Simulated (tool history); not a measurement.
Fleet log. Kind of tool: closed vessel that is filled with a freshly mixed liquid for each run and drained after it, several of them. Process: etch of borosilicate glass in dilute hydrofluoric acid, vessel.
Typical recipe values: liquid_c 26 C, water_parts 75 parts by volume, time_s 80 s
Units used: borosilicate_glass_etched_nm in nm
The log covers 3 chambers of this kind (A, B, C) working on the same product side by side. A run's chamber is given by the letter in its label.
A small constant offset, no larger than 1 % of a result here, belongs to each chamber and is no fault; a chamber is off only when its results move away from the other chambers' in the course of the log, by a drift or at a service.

run	day	liquid_c	water_parts	time_s	read-back film thickness of the borosilicate glass reference wafer, read on the same gauge (nm)	borosilicate_glass_etched_nm
1B	0.25	26	75	80	110.02	35.84
2A	0.462	26	75	80	110.01	35.721
3C	0.608	26	75	80	110	35.752
4B	0.742	26	75	80	110	35.794
5A	0.921	26	75	80	109.97	35.558
6C	1.146	26	75	80	110.03	35.494
7B	1.325	26	75	80	110.02	35.891
8C	1.533	26	40	80	109.99	70
9A	1.738	26	40	80	109.99	68.891
10C	1.992	26	40	80	110.01	70.211
11B	2.238	26	75	80	109.98	36.046
12A	2.362	26	75	80	110	35.513
13B	2.596	26	75	80	109.97	35.943
14A	2.783	26	75	80	109.98	35.4
15C	2.917	26	75	80	109.97	35.893
16B	3.108	26	75	80	109.99	36.086
17A	3.317	26	75	80	110	35.611
18C	3.462	26	75	80	110	35.83
19C	3.596	26	75	80	109.99	35.583
20B	3.808	26	75	80	110.01	35.94
21A	3.967	26	75	80	109.98	35.516
22B	4.233	26	75	80	110	36.098

One chamber off, gauge drift, or nothing amiss beyond the chambers' own small offsets? If it is a chamber, which one, and what is the likeliest cause?

No chamber is off and the gauge is stable; the differences are just each chamber's small, constant offset.

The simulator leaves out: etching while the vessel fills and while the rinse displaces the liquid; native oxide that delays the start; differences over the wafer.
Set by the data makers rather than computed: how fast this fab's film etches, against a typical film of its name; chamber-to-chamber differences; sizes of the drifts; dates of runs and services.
